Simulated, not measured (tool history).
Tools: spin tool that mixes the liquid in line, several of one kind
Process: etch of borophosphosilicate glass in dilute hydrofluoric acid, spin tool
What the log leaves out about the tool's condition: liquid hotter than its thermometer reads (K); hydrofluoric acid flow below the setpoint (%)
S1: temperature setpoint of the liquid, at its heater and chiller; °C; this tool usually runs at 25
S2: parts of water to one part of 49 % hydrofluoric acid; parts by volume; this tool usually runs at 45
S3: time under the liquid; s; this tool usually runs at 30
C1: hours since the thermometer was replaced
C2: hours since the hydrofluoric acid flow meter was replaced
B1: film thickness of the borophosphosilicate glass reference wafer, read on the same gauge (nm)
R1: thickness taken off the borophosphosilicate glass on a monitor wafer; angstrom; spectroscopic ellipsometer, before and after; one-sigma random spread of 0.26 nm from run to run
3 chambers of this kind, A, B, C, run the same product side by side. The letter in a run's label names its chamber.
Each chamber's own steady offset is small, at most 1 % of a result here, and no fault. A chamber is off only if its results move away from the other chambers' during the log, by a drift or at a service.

Run 1B, day 0.212: usual settings; C1 1256.8; C2 353.6; B1 129.98. Result: R1 390.83 angstrom.
Run 2A, day 0.442: usual settings; C1 199.2; C2 771.1; B1 129.98. Result: R1 401.46 angstrom.
Run 3C, day 0.558: usual settings; C1 1372.2; C2 559.6; B1 130.01. Result: R1 390.74 angstrom.
Run 4C, day 0.775: usual settings; C1 1377.4; C2 564.8; B1 130.02. Result: R1 391.06 angstrom.
Run 5B, day 0.912: usual settings; C1 1273.6; C2 370.4; B1 129.98. Result: R1 391.73 angstrom.
Run 6A, day 1.104: usual settings; C1 215.1; C2 787; B1 130. Result: R1 399.67 angstrom.
Run 7A, day 1.258: usual settings; C1 218.8; C2 790.7; B1 130.03. Result: R1 400.38 angstrom.
Run 8B, day 1.404: usual settings; C1 1285.4; C2 382.2; B1 130. Result: R1 391.3 angstrom.
Run 9C, day 1.542: usual settings; C1 1395.8; C2 583.2; B1 130.03. Result: R1 391.71 angstrom.
Run 10B, day 1.65: usual settings; C1 1291.3; C2 388.1; B1 130. Result: R1 397.38 angstrom.
Run 11A, day 1.871: usual settings; C1 233.5; C2 805.4; B1 129.98. Result: R1 394.57 angstrom.
Run 12C, day 1.979: usual settings; C1 1406.3; C2 593.7; B1 130.02. Result: R1 393.18 angstrom.
Run 13A, day 2.204: usual settings; C1 241.5; C2 813.4; B1 130.02. Result: R1 396.71 angstrom.
Run 14B, day 2.379: usual settings; C1 1308.8; C2 405.6; B1 129.99. Result: R1 396.54 angstrom.
Run 15C, day 2.521: usual settings; C1 1419.3; C2 606.7; B1 130.02. Result: R1 390.7 angstrom.
Run 16B, day 2.65: usual settings but S2 50 parts by volume, S3 25 s; C1 1315.3; C2 412.1; B1 129.99. Result: R1 289.57 angstrom.
Run 17C, day 2.862: usual settings but S2 50 parts by volume, S3 25 s; C1 1427.5; C2 614.9; B1 130. Result: R1 294.79 angstrom.
Run 18A, day 3.042: usual settings but S2 50 parts by volume, S3 25 s; C1 261.6; C2 833.5; B1 130.02. Result: R1 296.85 angstrom.
Run 19B, day 3.279: usual settings; C1 1330.4; C2 427.2; B1 129.98. Result: R1 392.45 angstrom.
At day 3.317: chamber C: hydrofluoric acid flow meter replaced.
Run 20A, day 3.446: usual settings; C1 271.3; C2 843.2; B1 130.02. Result: R1 399.96 angstrom.
Run 21C, day 3.596: usual settings; C1 1445.1; C2 6.7; B1 130. Result: R1 395.92 angstrom.
Run 22C, day 3.767: usual settings; C1 1449.2; C2 10.8; B1 130.01. Result: R1 399.86 angstrom.
Run 23B, day 3.879: usual settings; C1 1344.8; C2 441.6; B1 130.01. Result: R1 393.34 angstrom.
Run 24A, day 4.067: usual settings but S1 29.5 °C; C1 286.2; C2 858.1; B1 130. Result: R1 474.01 angstrom.
Run 25B, day 4.233: usual settings but S1 29.5 °C; C1 1353.3; C2 450.1; B1 130.01. Result: R1 464.39 angstrom.
Run 26A, day 4.471: usual settings but S1 29.5 °C; C1 295.9; C2 867.8; B1 130.01. Result: R1 477.08 angstrom.
Run 27C, day 4.688: usual settings; C1 1471.3; C2 32.9; B1 129.97. Result: R1 402.87 angstrom.
Run 28A, day 4.854: usual settings; C1 305.1; C2 877; B1 130.01. Result: R1 397.59 angstrom.
Run 29B, day 5.046: usual settings; C1 1372.8; C2 469.6; B1 130. Result: R1 394.53 angstrom.
Run 30C, day 5.258: usual settings; C1 1485; C2 46.6; B1 129.99. Result: R1 410.55 angstrom.
Run 31B, day 5.392: usual settings; C1 1381.1; C2 477.9; B1 129.96. Result: R1 392.48 angstrom.
Run 32C, day 5.633: usual settings; C1 1494; C2 55.6; B1 130. Result: R1 411.1 angstrom.
Run 33A, day 5.779: usual settings; C1 327.3; C2 899.2; B1 129.99. Result: R1 395.82 angstrom.
Run 34A, day 5.992: usual settings; C1 332.4; C2 904.3; B1 130. Result: R1 399.88 angstrom.
At day 6.029: chamber B: hydrofluoric acid flow meter replaced.
Run 35B, day 6.188: usual settings; C1 1400.2; C2 3.8; B1 130. Result: R1 391.56 angstrom.
Run 36C, day 6.35: usual settings; C1 1511.2; C2 72.8; B1 130.03. Result: R1 414.02 angstrom.
Run 37C, day 6.592: usual settings; C1 1517; C2 78.6; B1 130.01. Result: R1 424.08 angstrom.
Run 38A, day 6.808: usual settings; C1 352; C2 923.9; B1 129.99. Result: R1 395.57 angstrom.
Run 39B, day 6.929: usual settings; C1 1418; C2 21.6; B1 129.97. Result: R1 392.96 angstrom.
Run 40B, day 7.129: usual settings; C1 1422.8; C2 26.4; B1 130.02. Result: R1 390.54 angstrom.
Run 41C, day 7.233: usual settings; C1 1532.4; C2 94; B1 129.98. Result: R1 425.18 angstrom.
Run 42A, day 7.446: usual settings but S1 23.5 °C; C1 367.3; C2 939.2; B1 129.99. Result: R1 371.1 angstrom.

Read the log: is a single chamber off, either drifting away or since a service, is the gauge that measures every chamber drifting, or is nothing wrong beyond small per-chamber offsets? Name any odd chamber and what most likely caused it.

Chamber C drifts away from the others.
Most likely cause: liquid hotter than its thermometer reads (K) = 2.01.

Here are 4 candidates for chamber C's next run, each the usual settings with a change, their results left as question marks. Which one brings its results back in line with what the others give on the usual settings?
Counts as in line when no further than this from what the other chambers average on the usual settings: R1 9.1 angstrom
Run 43C-1, day 7.621: usual settings but S1 27 °C. Result: R1 ?.
Run 43C-2, day 7.621: usual settings but S1 23 °C. Result: R1 ?.
Run 43C-3, day 7.621: usual settings but S1 28.5 °C. Result: R1 ?.
Run 43C-4, day 7.621: usual settings but S1 21.5 °C. Result: R1 ?.

The other chambers' mean on the usual settings: R1 395.15 angstrom
  run      R1
43C-1  463.93
43C-2  394.28
43C-3  492.63
43C-4  370.47
The right change is 43C-2: it brings the chamber back within the allowed miss of the others.
